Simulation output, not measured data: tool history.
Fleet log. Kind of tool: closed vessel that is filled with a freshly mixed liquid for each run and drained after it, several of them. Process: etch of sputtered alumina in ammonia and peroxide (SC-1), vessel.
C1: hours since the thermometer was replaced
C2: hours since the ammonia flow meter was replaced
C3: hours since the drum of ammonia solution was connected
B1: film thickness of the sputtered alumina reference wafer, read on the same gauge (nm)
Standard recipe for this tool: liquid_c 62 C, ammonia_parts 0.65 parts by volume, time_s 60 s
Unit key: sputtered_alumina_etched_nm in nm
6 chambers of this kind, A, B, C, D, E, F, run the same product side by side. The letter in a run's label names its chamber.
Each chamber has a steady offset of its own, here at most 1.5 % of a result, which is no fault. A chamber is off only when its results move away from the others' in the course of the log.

{"run": "1B", "hour": 4.9, "liquid_c": 62, "ammonia_parts": 0.65, "time_s": 60, "C1": 1387.7, "C2": 389.1, "C3": 26.4, "B1": 60.002, "sputtered_alumina_etched_nm": 8.9077}
{"run": "2C", "hour": 13.7, "liquid_c": 62, "ammonia_parts": 0.65, "time_s": 60, "C1": 910.8, "C2": 388.9, "C3": 313.3, "B1": 60.019, "sputtered_alumina_etched_nm": 8.9229}
{"hour": 22.3, "done": "chamber A: new drum of ammonia solution connected"}
{"run": "3F", "hour": 23.7, "liquid_c": 62, "ammonia_parts": 0.65, "time_s": 60, "C1": 230.8, "C2": 1321.8, "C3": 823.9, "B1": 60.023, "sputtered_alumina_etched_nm": 8.8929}
{"run": "4E", "hour": 33.3, "liquid_c": 62, "ammonia_parts": 0.65, "time_s": 60, "C1": 2151.8, "C2": 480.6, "C3": 903.1, "B1": 59.966, "sputtered_alumina_etched_nm": 8.5906}
{"run": "5D", "hour": 41.9, "liquid_c": 62, "ammonia_parts": 0.65, "time_s": 60, "C1": 1694.1, "C2": 637.9, "C3": 190.7, "B1": 60.003, "sputtered_alumina_etched_nm": 8.6318}
{"run": "6A", "hour": 46.4, "liquid_c": 62, "ammonia_parts": 0.65, "time_s": 60, "C1": 645.6, "C2": 1361.4, "C3": 24.2, "B1": 60.003, "sputtered_alumina_etched_nm": 8.7346}
{"run": "7C", "hour": 56.6, "liquid_c": 62, "ammonia_parts": 0.65, "time_s": 60, "C1": 953.7, "C2": 431.8, "C3": 356.2, "B1": 59.986, "sputtered_alumina_etched_nm": 8.912}
{"hour": 59.1, "done": "chamber E: ammonia flow meter replaced"}
{"hour": 60.8, "done": "chamber D: ammonia flow meter replaced"}
{"run": "8D", "hour": 61.7, "liquid_c": 62, "ammonia_parts": 0.65, "time_s": 60, "C1": 1713.9, "C2": 0.9, "C3": 210.5, "B1": 59.985, "sputtered_alumina_etched_nm": 8.6786}
{"hour": 65.1, "done": "chamber E: new drum of ammonia solution connected"}
{"run": "9F", "hour": 70.1, "liquid_c": 62, "ammonia_parts": 0.65, "time_s": 60, "C1": 277.2, "C2": 1368.2, "C3": 870.3, "B1": 59.994, "sputtered_alumina_etched_nm": 8.9219}
{"run": "10E", "hour": 76.6, "liquid_c": 62, "ammonia_parts": 0.65, "time_s": 60, "C1": 2195.1, "C2": 17.6, "C3": 11.5, "B1": 60.001, "sputtered_alumina_etched_nm": 8.8608}
{"run": "11B", "hour": 85.8, "liquid_c": 62, "ammonia_parts": 0.65, "time_s": 60, "C1": 1468.6, "C2": 470, "C3": 107.3, "B1": 60, "sputtered_alumina_etched_nm": 8.9563}
{"run": "12A", "hour": 90.4, "liquid_c": 62, "ammonia_parts": 0.65, "time_s": 60, "C1": 689.6, "C2": 1405.4, "C3": 68.2, "B1": 60.012, "sputtered_alumina_etched_nm": 8.7165}
{"run": "13A", "hour": 96.2, "liquid_c": 62, "ammonia_parts": 0.65, "time_s": 60, "C1": 695.4, "C2": 1411.2, "C3": 74, "B1": 59.98, "sputtered_alumina_etched_nm": 8.6962}
{"hour": 103.5, "done": "chamber C: ammonia flow meter replaced"}
{"run": "14C", "hour": 104.1, "liquid_c": 62, "ammonia_parts": 0.65, "time_s": 60, "C1": 1001.2, "C2": 0.7, "C3": 403.7, "B1": 59.987, "sputtered_alumina_etched_nm": 8.8811}
{"hour": 112.7, "done": "chamber E: thermometer replaced"}
{"run": "15F", "hour": 113.6, "liquid_c": 62, "ammonia_parts": 0.65, "time_s": 60, "C1": 320.7, "C2": 1411.7, "C3": 913.8, "B1": 60.016, "sputtered_alumina_etched_nm": 8.6826}
{"run": "16E", "hour": 123.2, "liquid_c": 62, "ammonia_parts": 0.65, "time_s": 60, "C1": 10.5, "C2": 64.2, "C3": 58.1, "B1": 59.994, "sputtered_alumina_etched_nm": 8.7978}
{"run": "17B", "hour": 133.0, "liquid_c": 62, "ammonia_parts": 0.65, "time_s": 60, "C1": 1515.8, "C2": 517.2, "C3": 154.5, "B1": 60.008, "sputtered_alumina_etched_nm": 9.0216}
{"run": "18D", "hour": 138.7, "liquid_c": 53, "ammonia_parts": 0.4, "time_s": 60, "C1": 1790.9, "C2": 77.9, "C3": 287.5, "B1": 59.985, "sputtered_alumina_etched_nm": 5.0731}
{"run": "19F", "hour": 146.0, "liquid_c": 53, "ammonia_parts": 0.4, "time_s": 60, "C1": 353.1, "C2": 1444.1, "C3": 946.2, "B1": 59.999, "sputtered_alumina_etched_nm": 5.3164}
{"run": "20C", "hour": 153.9, "liquid_c": 53, "ammonia_parts": 0.4, "time_s": 60, "C1": 1051, "C2": 50.5, "C3": 453.5, "B1": 59.998, "sputtered_alumina_etched_nm": 5.3037}
{"run": "21E", "hour": 161.1, "liquid_c": 53, "ammonia_parts": 0.4, "time_s": 60, "C1": 48.4, "C2": 102.1, "C3": 96, "B1": 59.996, "sputtered_alumina_etched_nm": 5.2845}
{"run": "22D", "hour": 167.8, "liquid_c": 53, "ammonia_parts": 0.4, "time_s": 60, "C1": 1820, "C2": 107, "C3": 316.6, "B1": 60.001, "sputtered_alumina_etched_nm": 5.2877}
{"run": "23B", "hour": 173.5, "liquid_c": 53, "ammonia_parts": 0.4, "time_s": 60, "C1": 1556.3, "C2": 557.7, "C3": 195, "B1": 60.039, "sputtered_alumina_etched_nm": 5.2539}
{"run": "24A", "hour": 180.7, "liquid_c": 62, "ammonia_parts": 0.65, "time_s": 60, "C1": 779.9, "C2": 1495.7, "C3": 158.5, "B1": 59.991, "sputtered_alumina_etched_nm": 8.8201}
{"hour": 184.7, "done": "chamber F: new drum of ammonia solution connected"}
{"run": "25B", "hour": 185.2, "liquid_c": 62, "ammonia_parts": 0.65, "time_s": 60, "C1": 1568, "C2": 569.4, "C3": 206.7, "B1": 60.014, "sputtered_alumina_etched_nm": 8.9153}
{"run": "26D", "hour": 192.3, "liquid_c": 62, "ammonia_parts": 0.65, "time_s": 60, "C1": 1844.5, "C2": 131.5, "C3": 341.1, "B1": 60.005, "sputtered_alumina_etched_nm": 8.6583}
{"run": "27F", "hour": 199.6, "liquid_c": 62, "ammonia_parts": 0.65, "time_s": 60, "C1": 406.7, "C2": 1497.7, "C3": 14.9, "B1": 59.979, "sputtered_alumina_etched_nm": 8.8711}
{"run": "28C", "hour": 209.6, "liquid_c": 62, "ammonia_parts": 0.65, "time_s": 60, "C1": 1106.7, "C2": 106.2, "C3": 509.2, "B1": 60.014, "sputtered_alumina_etched_nm": 9.0194}
{"run": "29A", "hour": 214.2, "liquid_c": 62, "ammonia_parts": 0.65, "time_s": 60, "C1": 813.4, "C2": 1529.2, "C3": 192, "B1": 60.024, "sputtered_alumina_etched_nm": 8.828}
{"run": "30E", "hour": 221.4, "liquid_c": 57.5, "ammonia_parts": 0.65, "time_s": 75, "C1": 108.7, "C2": 162.4, "C3": 156.3, "B1": 60.023, "sputtered_alumina_etched_nm": 8.7819}
{"run": "31C", "hour": 230.2, "liquid_c": 57.5, "ammonia_parts": 0.65, "time_s": 75, "C1": 1127.3, "C2": 126.8, "C3": 529.8, "B1": 60.009, "sputtered_alumina_etched_nm": 9.2896}
{"run": "32B", "hour": 235.0, "liquid_c": 57.5, "ammonia_parts": 0.65, "time_s": 75, "C1": 1617.8, "C2": 619.2, "C3": 256.5, "B1": 59.989, "sputtered_alumina_etched_nm": 8.7858}
{"hour": 236.9, "done": "chamber A: ammonia flow meter replaced"}
{"run": "33A", "hour": 245.2, "liquid_c": 57.5, "ammonia_parts": 0.65, "time_s": 75, "C1": 844.4, "C2": 8.3, "C3": 223, "B1": 59.986, "sputtered_alumina_etched_nm": 8.6237}
{"run": "34E", "hour": 254.0, "liquid_c": 57.5, "ammonia_parts": 0.65, "time_s": 75, "C1": 141.3, "C2": 195, "C3": 188.9, "B1": 60.017, "sputtered_alumina_etched_nm": 8.7097}
{"run": "35F", "hour": 260.1, "liquid_c": 57.5, "ammonia_parts": 0.65, "time_s": 75, "C1": 467.2, "C2": 1558.2, "C3": 75.4, "B1": 59.994, "sputtered_alumina_etched_nm": 8.8318}
{"hour": 263.0, "done": "chamber B: new drum of ammonia solution connected"}
{"run": "36D", "hour": 266.1, "liquid_c": 62, "ammonia_parts": 0.8, "time_s": 40, "C1": 1918.3, "C2": 205.3, "C3": 414.9, "B1": 59.991, "sputtered_alumina_etched_nm": 6.0054}
{"run": "37D", "hour": 270.8, "liquid_c": 62, "ammonia_parts": 0.8, "time_s": 40, "C1": 1923, "C2": 210, "C3": 419.6, "B1": 60.011, "sputtered_alumina_etched_nm": 5.9411}
{"run": "38F", "hour": 280.5, "liquid_c": 62, "ammonia_parts": 0.8, "time_s": 40, "C1": 487.6, "C2": 1578.6, "C3": 95.8, "B1": 59.99, "sputtered_alumina_etched_nm": 6.0124}
{"run": "39B", "hour": 287.5, "liquid_c": 62, "ammonia_parts": 0.8, "time_s": 40, "C1": 1670.3, "C2": 671.7, "C3": 24.5, "B1": 59.986, "sputtered_alumina_etched_nm": 6.1369}
{"run": "40E", "hour": 294.4, "liquid_c": 62, "ammonia_parts": 0.8, "time_s": 40, "C1": 181.7, "C2": 235.4, "C3": 229.3, "B1": 59.982, "sputtered_alumina_etched_nm": 5.9968}
{"run": "41A", "hour": 302.9, "liquid_c": 62, "ammonia_parts": 0.8, "time_s": 40, "C1": 902.1, "C2": 66, "C3": 280.7, "B1": 59.997, "sputtered_alumina_etched_nm": 6.0432}
{"run": "42C", "hour": 312.2, "liquid_c": 62, "ammonia_parts": 0.65, "time_s": 60, "C1": 1209.3, "C2": 208.8, "C3": 611.8, "B1": 59.964, "sputtered_alumina_etched_nm": 9.4014}

For the next run the whole fleet of 6 chambers uses the same settings. Give each chamber's results:
{"run": "43A", "hour": 319.6, "liquid_c": 62, "ammonia_parts": 0.65, "time_s": 60, "sputtered_alumina_etched_nm": "?"}
{"run": "43B", "hour": 319.6, "liquid_c": 62, "ammonia_parts": 0.65, "time_s": 60, "sputtered_alumina_etched_nm": "?"}
{"run": "43C", "hour": 319.6, "liquid_c": 62, "ammonia_parts": 0.65, "time_s": 60, "sputtered_alumina_etched_nm": "?"}
{"run": "43D", "hour": 319.6, "liquid_c": 62, "ammonia_parts": 0.65, "time_s": 60, "sputtered_alumina_etched_nm": "?"}
{"run": "43E", "hour": 319.6, "liquid_c": 62, "ammonia_parts": 0.65, "time_s": 60, "sputtered_alumina_etched_nm": "?"}
{"run": "43F", "hour": 319.6, "liquid_c": 62, "ammonia_parts": 0.65, "time_s": 60, "sputtered_alumina_etched_nm": "?"}

run=43A sputtered_alumina_etched_nm=8.6393
run=43B sputtered_alumina_etched_nm=9.1254
run=43C sputtered_alumina_etched_nm=9.5397
run=43D sputtered_alumina_etched_nm=8.7933
run=43E sputtered_alumina_etched_nm=8.8253
run=43F sputtered_alumina_etched_nm=8.7742
